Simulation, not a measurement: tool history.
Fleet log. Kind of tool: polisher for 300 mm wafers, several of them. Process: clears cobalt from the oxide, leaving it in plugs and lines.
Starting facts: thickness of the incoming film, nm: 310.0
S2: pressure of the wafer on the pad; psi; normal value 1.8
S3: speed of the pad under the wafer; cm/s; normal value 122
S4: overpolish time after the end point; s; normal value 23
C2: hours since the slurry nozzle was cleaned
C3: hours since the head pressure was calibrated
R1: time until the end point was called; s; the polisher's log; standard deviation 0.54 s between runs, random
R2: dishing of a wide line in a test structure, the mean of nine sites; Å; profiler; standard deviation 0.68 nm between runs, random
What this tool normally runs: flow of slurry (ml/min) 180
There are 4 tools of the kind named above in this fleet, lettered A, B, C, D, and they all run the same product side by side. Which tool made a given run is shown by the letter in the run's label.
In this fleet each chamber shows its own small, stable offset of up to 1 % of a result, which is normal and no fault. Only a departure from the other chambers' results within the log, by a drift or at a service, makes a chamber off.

At hour 6.8: chamber C: head pressure recalibrated.
At hour 9.5: chamber C: worn pad replaced by a new one.
Run 1A, hour 9.5: usual settings; wafers polished on this pad 240; C2 313.9; C3 157.1. Result: R1 46.853 s, R2 644.37 Å.
At hour 9.7: chamber D: worn pad replaced by a new one.
Run 2C, hour 19.9: usual settings; wafers polished on this pad 142; C2 42.2; C3 13.1. Result: R1 47.568 s, R2 641.42 Å.
Run 3B, hour 28.3: usual settings; wafers polished on this pad 507; C2 198.8; C3 1275.9. Result: R1 46.949 s, R2 653.7 Å.
Run 4D, hour 36.6: usual settings; wafers polished on this pad 369; C2 41.9; C3 279.7. Result: R1 47.287 s, R2 653.77 Å.
Run 5D, hour 45.2: usual settings; wafers polished on this pad 486; C2 50.5; C3 288.3. Result: R1 48.072 s, R2 648.71 Å.
Run 6B, hour 55.8: usual settings; wafers polished on this pad 883; C2 226.3; C3 1303.4. Result: R1 47.063 s, R2 653.55 Å.
At hour 56.4: chamber B: worn pad replaced by a new one.
Run 7A, hour 64.3: usual settings; wafers polished on this pad 989; C2 368.7; C3 211.9. Result: R1 46.719 s, R2 628.76 Å.
At hour 71.6: chamber A: worn pad replaced by a new one.
Run 8C, hour 72.6: usual settings; wafers polished on this pad 863; C2 94.9; C3 65.8. Result: R1 47.158 s, R2 639.8 Å.
Run 9B, hour 83.5: usual settings; wafers polished on this pad 371; C2 254; C3 1331.1. Result: R1 47.502 s, R2 652.44 Å.
At hour 87.2: chamber C: worn pad replaced by a new one.
Run 10A, hour 90.5: usual settings; wafers polished on this pad 258; C2 394.9; C3 238.1. Result: R1 47.382 s, R2 638.47 Å.
At hour 94.4: chamber D: worn pad replaced by a new one.
Run 11D, hour 100: usual settings but S4 35 s; wafers polished on this pad 77; C2 105.3; C3 343.1. Result: R1 48.665 s, R2 716.53 Å.
Run 12C, hour 110.7: usual settings but S4 35 s; wafers polished on this pad 322; C2 133; C3 103.9. Result: R1 47.447 s, R2 708.01 Å.
Run 13A, hour 119.3: usual settings but S4 35 s; wafers polished on this pad 652; C2 423.7; C3 266.9. Result: R1 45.877 s, R2 719.56 Å.
Run 14B, hour 130.6: usual settings but S4 35 s; wafers polished on this pad 1015; C2 301.1; C3 1378.2. Result: R1 48.287 s, R2 715.01 Å.
At hour 132.9: chamber B: worn pad replaced by a new one.
Run 15C, hour 137.2: usual settings but S2 2.3 psi; wafers polished on this pad 684; C2 159.5; C3 130.4. Result: R1 37.527 s, R2 685.23 Å.
Run 16D, hour 148.9: usual settings but S2 2.3 psi; wafers polished on this pad 746; C2 154.2; C3 392. Result: R1 37.86 s, R2 702.78 Å.
At hour 157: chamber A: worn pad replaced by a new one.
Run 17D, hour 160.6: usual settings but S2 2.3 psi; wafers polished on this pad 906; C2 165.9; C3 403.7. Result: R1 37.937 s, R2 687.99 Å.
At hour 168.2: chamber C: worn pad replaced by a new one.
Run 18A, hour 168.6: usual settings but S2 2.3 psi; wafers polished on this pad 158; C2 473; C3 316.2. Result: R1 37.243 s, R2 697.83 Å.
Run 19C, hour 175.7: usual settings; wafers polished on this pad 102; C2 198; C3 168.9. Result: R1 48.391 s, R2 639.08 Å.
Run 20B, hour 182.3: usual settings; wafers polished on this pad 675; C2 352.8; C3 1429.9. Result: R1 47.641 s, R2 648.99 Å.
Run 21D, hour 190.3: usual settings but flow of slurry (ml/min) 210; wafers polished on this pad 1312; C2 195.6; C3 433.4. Result: R1 47.209 s, R2 659.82 Å.
Run 22A, hour 199.7: usual settings but flow of slurry (ml/min) 210; wafers polished on this pad 584; C2 504.1; C3 347.3. Result: R1 45.382 s, R2 656.56 Å.
At hour 203.9: chamber D: worn pad replaced by a new one.
Run 23C, hour 210.4: usual settings but flow of slurry (ml/min) 210; wafers polished on this pad 577; C2 232.7; C3 203.6. Result: R1 46.15 s, R2 655.06 Å.
Run 24B, hour 218.8: usual settings but flow of slurry (ml/min) 210; wafers polished on this pad 1174; C2 389.3; C3 1466.4. Result: R1 46.777 s, R2 655.79 Å.
At hour 220.5: chamber B: worn pad replaced by a new one.
Run 25D, hour 223.9: usual settings but S2 1.4 psi; wafers polished on this pad 274; C2 229.2; C3 467. Result: R1 62.056 s, R2 594.19 Å.
Run 26B, hour 234.2: usual settings but S2 1.4 psi; wafers polished on this pad 187; C2 404.7; C3 1481.8. Result: R1 61.359 s, R2 580.34 Å.
At hour 235.1: chamber A: slurry nozzle cleaned.
At hour 237.2: chamber D: head pressure recalibrated.
At hour 239.1: chamber D: slurry nozzle cleaned.
At hour 241.1: chamber A: worn pad replaced by a new one.
Run 27A, hour 242.3: usual settings but S2 1.4 psi; wafers polished on this pad 17; C2 7.3; C3 389.9. Result: R1 61.322 s, R2 587.27 Å.
At hour 245.8: chamber C: worn pad replaced by a new one.
Run 28C, hour 253.6: usual settings but S2 1.4 psi; wafers polished on this pad 107; C2 275.9; C3 246.8. Result: R1 60.991 s, R2 572.93 Å.
Run 29D, hour 260.5: usual settings but S3 160 cm/s; wafers polished on this pad 774; C2 21.4; C3 23.3. Result: R1 33.218 s, R2 705.73 Å.
At hour 266.8: chamber A: head pressure recalibrated.
Run 30C, hour 270.5: usual settings but S3 160 cm/s; wafers polished on this pad 338; C2 292.8; C3 263.7. Result: R1 36.343 s, R2 685.52 Å.
Run 31B, hour 279.1: usual settings but S3 160 cm/s; wafers polished on this pad 801; C2 449.6; C3 1526.7. Result: R1 36.188 s, R2 696.13 Å.
Run 32A, hour 286.5: usual settings but S3 160 cm/s; wafers polished on this pad 621; C2 51.5; C3 19.7. Result: R1 36.006 s, R2 691.66 Å.
Run 33B, hour 293.4: usual settings; wafers polished on this pad 997; C2 463.9; C3 1541. Result: R1 47.482 s, R2 652.48 Å.
At hour 297.1: chamber D: worn pad replaced by a new one.
Run 34D, hour 301.5: usual settings; wafers polished on this pad 61; C2 62.4; C3 64.3. Result: R1 43.693 s, R2 670.63 Å.
At hour 304: chamber B: worn pad replaced by a new one.
At hour 305.4: chamber C: slurry nozzle cleaned.
Run 35C, hour 310.2: usual settings; wafers polished on this pad 881; C2 4.8; C3 303.4. Result: R1 47.282 s, R2 625.26 Å.
Run 36A, hour 317.6: usual settings; wafers polished on this pad 1047; C2 82.6; C3 50.8. Result: R1 47.783 s, R2 656.81 Å.
Run 37B, hour 323.4: usual settings; wafers polished on this pad 266; C2 493.9; C3 1571. Result: R1 47.158 s, R2 641.01 Å.
At hour 323.7: chamber A: worn pad replaced by a new one.
Run 38D, hour 332.4: usual settings but S3 150 cm/s; wafers polished on this pad 484; C2 93.3; C3 95.2. Result: R1 35.322 s, R2 692.11 Å.
At hour 338.4: chamber B: slurry nozzle cleaned.
Run 39C, hour 340.9: usual settings but S3 150 cm/s; wafers polished on this pad 1301; C2 35.5; C3 334.1. Result: R1 38.586 s, R2 678.52 Å.
At hour 342.2: chamber C: worn pad replaced by a new one.
Run 40A, hour 349.2: usual settings but S3 150 cm/s; wafers polished on this pad 349; C2 114.2; C3 82.4. Result: R1 38.681 s, R2 680.96 Å.
Run 41B, hour 359.7: usual settings but S3 150 cm/s; wafers polished on this pad 763; C2 21.3; C3 1607.3. Result: R1 38.505 s, R2 697.32 Å.
Run 42A, hour 367.5: usual settings; wafers polished on this pad 599; C2 132.5; C3 100.7. Result: R1 46.9 s, R2 640.61 Å.
Run 43D, hour 372.7: usual settings; wafers polished on this pad 1035; C2 133.6; C3 135.5. Result: R1 44.027 s, R2 677.05 Å.
Run 44C, hour 381.4: usual settings but flow of slurry (ml/min) 135, S2 1.4 psi; wafers polished on this pad 536; C2 76; C3 374.6. Result: R1 64.366 s, R2 576.94 Å.

Is one chamber off against the others, does the gauge drift, or is nothing wrong? If a chamber is off, say which, and what the likeliest cause is.

The work done on chamber D during a service left it standing apart from the others.
Cause: head's pressure above its setpoint, % = 9.56.

Which of the 4 candidates below, each the usual settings with something changed and its results left as question marks, puts chamber D back in line with what the other chambers give on the usual settings?
To be in line, a result may differ from the other chambers' mean on the usual settings by at most: R1 1.9 s; R2 24 Å
Run 45D-1, hour 389.8: usual settings but S3 120 cm/s. Result: R1 ?, R2 ?.
Run 45D-2, hour 389.8: usual settings but S3 124 cm/s. Result: R1 ?, R2 ?.
Run 45D-3, hour 389.8: usual settings but S2 1.7 psi, S3 118 cm/s. Result: R1 ?, R2 ?.
Run 45D-4, hour 389.8: usual settings but S2 1.9 psi, S3 128 cm/s, S4 24 s. Result: R1 ?, R2 ?.

Average result of the remaining chambers running the usual settings: R1 47.544 s; R2 645.29 Å
  run      R1      R2
45D-1  44.075  664.39
45D-2  42.675  670.29
45D-3  47.489   649.9
45D-4  39.152  691.71
It is 45D-3 that realigns the chamber with its peers.
